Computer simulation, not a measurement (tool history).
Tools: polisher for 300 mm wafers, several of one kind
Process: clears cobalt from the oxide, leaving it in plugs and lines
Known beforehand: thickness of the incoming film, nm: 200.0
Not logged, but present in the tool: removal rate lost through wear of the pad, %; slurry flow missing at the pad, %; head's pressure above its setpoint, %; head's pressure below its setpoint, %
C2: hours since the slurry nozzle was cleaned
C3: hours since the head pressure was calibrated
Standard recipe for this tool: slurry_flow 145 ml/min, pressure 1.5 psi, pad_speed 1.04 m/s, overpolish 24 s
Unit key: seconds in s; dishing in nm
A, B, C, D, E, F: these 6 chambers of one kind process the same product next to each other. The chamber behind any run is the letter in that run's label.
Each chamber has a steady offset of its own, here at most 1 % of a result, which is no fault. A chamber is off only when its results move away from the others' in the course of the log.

-- hour=2.0 chamber F: worn pad replaced by a new one
run 1F hour=4.1 | slurry_flow=145 pressure=1.5 pad_speed=1.04 overpolish=24 | wafers_polished_on_this_pad=13 C2=85.5 C3=62.5 | seconds=43.731 dishing=53.573
run 2A hour=6.1 | slurry_flow=145 pressure=1.5 pad_speed=1.04 overpolish=24 | wafers_polished_on_this_pad=299 C2=56.9 C3=293.4 | seconds=42.995 dishing=53.285
run 3D hour=9.0 | slurry_flow=145 pressure=1.5 pad_speed=1.04 overpolish=24 | wafers_polished_on_this_pad=165 C2=477.5 C3=235.4 | seconds=44.378 dishing=54.607
run 4E hour=12.6 | slurry_flow=145 pressure=1.5 pad_speed=1.04 overpolish=24 | wafers_polished_on_this_pad=712 C2=303.0 C3=105.6 | seconds=43.467 dishing=53.930
run 5C hour=14.8 | slurry_flow=145 pressure=1.5 pad_speed=1.04 overpolish=24 | wafers_polished_on_this_pad=497 C2=237.9 C3=498.1 | seconds=42.934 dishing=54.443
-- hour=16.9 chamber B: worn pad replaced by a new one
run 6B hour=19.1 | slurry_flow=145 pressure=1.5 pad_speed=1.04 overpolish=24 | wafers_polished_on_this_pad=14 C2=417.6 C3=403.4 | seconds=43.384 dishing=54.998
run 7B hour=23.5 | slurry_flow=145 pressure=1.5 pad_speed=1.04 overpolish=24 | wafers_polished_on_this_pad=43 C2=422.0 C3=407.8 | seconds=42.421 dishing=56.093
run 8D hour=27.2 | slurry_flow=145 pressure=1.5 pad_speed=1.04 overpolish=24 | wafers_polished_on_this_pad=283 C2=495.7 C3=253.6 | seconds=43.760 dishing=54.315
-- hour=28.4 chamber E: slurry nozzle cleaned
run 9F hour=30.7 | slurry_flow=145 pressure=1.5 pad_speed=1.04 overpolish=24 | wafers_polished_on_this_pad=187 C2=112.1 C3=89.1 | seconds=44.064 dishing=54.438
run 10E hour=33.7 | slurry_flow=145 pressure=1.5 pad_speed=1.04 overpolish=15 | wafers_polished_on_this_pad=849 C2=5.4 C3=126.7 | seconds=43.747 dishing=42.644
run 11A hour=37.3 | slurry_flow=145 pressure=1.5 pad_speed=1.04 overpolish=15 | wafers_polished_on_this_pad=502 C2=88.1 C3=324.6 | seconds=43.441 dishing=44.518
run 12C hour=40.0 | slurry_flow=145 pressure=1.5 pad_speed=1.04 overpolish=15 | wafers_polished_on_this_pad=661 C2=263.1 C3=523.3 | seconds=43.133 dishing=43.875
run 13C hour=42.2 | slurry_flow=145 pressure=1.5 pad_speed=1.04 overpolish=15 | wafers_polished_on_this_pad=675 C2=265.3 C3=525.5 | seconds=43.231 dishing=43.376
run 14D hour=44.5 | slurry_flow=145 pressure=1.5 pad_speed=1.04 overpolish=15 | wafers_polished_on_this_pad=396 C2=513.0 C3=270.9 | seconds=44.902 dishing=43.316
-- hour=46.1 chamber B: head pressure recalibrated
run 15B hour=48.8 | slurry_flow=145 pressure=1.5 pad_speed=1.04 overpolish=15 | wafers_polished_on_this_pad=208 C2=447.3 C3=2.7 | seconds=41.933 dishing=44.081
run 16E hour=52.8 | slurry_flow=145 pressure=1.5 pad_speed=1.04 overpolish=24 | wafers_polished_on_this_pad=974 C2=24.5 C3=145.8 | seconds=43.140 dishing=53.476
run 17A hour=55.5 | slurry_flow=145 pressure=1.5 pad_speed=1.04 overpolish=24 | wafers_polished_on_this_pad=621 C2=106.3 C3=342.8 | seconds=42.861 dishing=53.376
run 18F hour=57.6 | slurry_flow=145 pressure=1.5 pad_speed=1.04 overpolish=24 | wafers_polished_on_this_pad=362 C2=139.0 C3=116.0 | seconds=43.179 dishing=53.982
run 19E hour=61.1 | slurry_flow=145 pressure=1.5 pad_speed=1.04 overpolish=24 | wafers_polished_on_this_pad=1028 C2=32.8 C3=154.1 | seconds=42.027 dishing=55.444
run 20A hour=63.1 | slurry_flow=145 pressure=1.1 pad_speed=1.04 overpolish=14 | wafers_polished_on_this_pad=670 C2=113.9 C3=350.4 | seconds=58.431 dishing=34.013
run 21D hour=66.4 | slurry_flow=145 pressure=1.1 pad_speed=1.04 overpolish=14 | wafers_polished_on_this_pad=538 C2=534.9 C3=292.8 | seconds=60.465 dishing=33.606
run 22C hour=69.2 | slurry_flow=145 pressure=1.1 pad_speed=1.04 overpolish=14 | wafers_polished_on_this_pad=851 C2=292.3 C3=552.5 | seconds=57.419 dishing=33.240
-- hour=72.2 chamber E: worn pad replaced by a new one
run 23F hour=72.8 | slurry_flow=145 pressure=1.1 pad_speed=1.04 overpolish=14 | wafers_polished_on_this_pad=461 C2=154.2 C3=131.2 | seconds=57.998 dishing=33.577
-- hour=73.4 chamber C: slurry nozzle cleaned
run 24B hour=76.4 | slurry_flow=145 pressure=1.1 pad_speed=1.04 overpolish=14 | wafers_polished_on_this_pad=387 C2=474.9 C3=30.3 | seconds=57.896 dishing=35.333
run 25F hour=80.5 | slurry_flow=145 pressure=1.1 pad_speed=1.04 overpolish=14 | wafers_polished_on_this_pad=511 C2=161.9 C3=138.9 | seconds=56.912 dishing=34.795
run 26D hour=83.9 | slurry_flow=145 pressure=1.5 pad_speed=1.04 overpolish=24 | wafers_polished_on_this_pad=652 C2=552.4 C3=310.3 | seconds=45.448 dishing=52.802
-- hour=85.1 chamber A: worn pad replaced by a new one
run 27A hour=86.9 | slurry_flow=145 pressure=1.5 pad_speed=1.04 overpolish=24 | wafers_polished_on_this_pad=12 C2=137.7 C3=374.2 | seconds=44.140 dishing=55.961
run 28E hour=89.7 | slurry_flow=145 pressure=1.5 pad_speed=1.04 overpolish=24 | wafers_polished_on_this_pad=114 C2=61.4 C3=182.7 | seconds=43.873 dishing=55.809
run 29C hour=93.1 | slurry_flow=145 pressure=1.5 pad_speed=1.04 overpolish=24 | wafers_polished_on_this_pad=1007 C2=19.8 C3=576.4 | seconds=42.287 dishing=53.734
run 30B hour=95.0 | slurry_flow=145 pressure=1.2 pad_speed=1.04 overpolish=24 | wafers_polished_on_this_pad=508 C2=493.5 C3=48.9 | seconds=52.984 dishing=49.801
run 31D hour=99.0 | slurry_flow=145 pressure=1.2 pad_speed=1.04 overpolish=24 | wafers_polished_on_this_pad=751 C2=567.5 C3=325.4 | seconds=57.243 dishing=46.504
-- hour=99.1 chamber F: worn pad replaced by a new one
run 32F hour=101.5 | slurry_flow=145 pressure=1.2 pad_speed=1.04 overpolish=24 | wafers_polished_on_this_pad=15 C2=182.9 C3=159.9 | seconds=52.011 dishing=50.917
run 33A hour=103.9 | slurry_flow=145 pressure=1.2 pad_speed=1.04 overpolish=24 | wafers_polished_on_this_pad=122 C2=154.7 C3=391.2 | seconds=55.322 dishing=49.141
run 34B hour=107.5 | slurry_flow=145 pressure=1.2 pad_speed=1.04 overpolish=24 | wafers_polished_on_this_pad=590 C2=506.0 C3=61.4 | seconds=52.869 dishing=50.390
run 35C hour=110.7 | slurry_flow=145 pressure=1.2 pad_speed=1.04 overpolish=24 | wafers_polished_on_this_pad=1121 C2=37.4 C3=594.0 | seconds=54.154 dishing=50.063
run 36E hour=112.7 | slurry_flow=145 pressure=1.5 pad_speed=1.04 overpolish=24 | wafers_polished_on_this_pad=264 C2=84.4 C3=205.7 | seconds=41.915 dishing=55.571

Read the log: is a single chamber off, either drifting away or since a service, is the gauge that measures every chamber drifting, or is nothing wrong beyond small per-chamber offsets? Name any odd chamber and what most likely caused it.

Chamber D drifts away from the others.
Most likely cause: head's pressure below its setpoint, % = 9.65.
The log may not tell that from: removal rate lost through wear of the pad, %; slurry flow missing at the pad, %.

Chamber D could run next with any of the 4 candidate recipes listed below; each alters the usual settings, and their results appear as question marks. Which one brings its results back in line with what the other chambers deliver on the usual settings?
Maximum distance from the other chambers' mean on the usual settings for a result to count as in line: seconds 2.100 s; dishing 2.600 nm
run 37D-1 hour=115.8 | slurry_flow=145 pressure=1.5 pad_speed=1.06 overpolish=24 | seconds=? dishing=?
run 37D-2 hour=115.8 | slurry_flow=145 pressure=1.4 pad_speed=0.98 overpolish=24 | seconds=? dishing=?
run 37D-3 hour=115.8 | slurry_flow=145 pressure=1.6 pad_speed=1.10 overpolish=24 | seconds=? dishing=?
run 37D-4 hour=115.8 | slurry_flow=145 pressure=1.5 pad_speed=1.02 overpolish=24 | seconds=? dishing=?

The other chambers' mean on the usual settings: seconds 42.962 s; dishing 54.819 nm
run=37D-1 seconds=47.197 dishing=52.460
run=37D-2 seconds=54.596 dishing=49.099
run=37D-3 seconds=42.686 dishing=54.639
run=37D-4 seconds=49.022 dishing=51.605
37D-3 brings the chamber back in line.
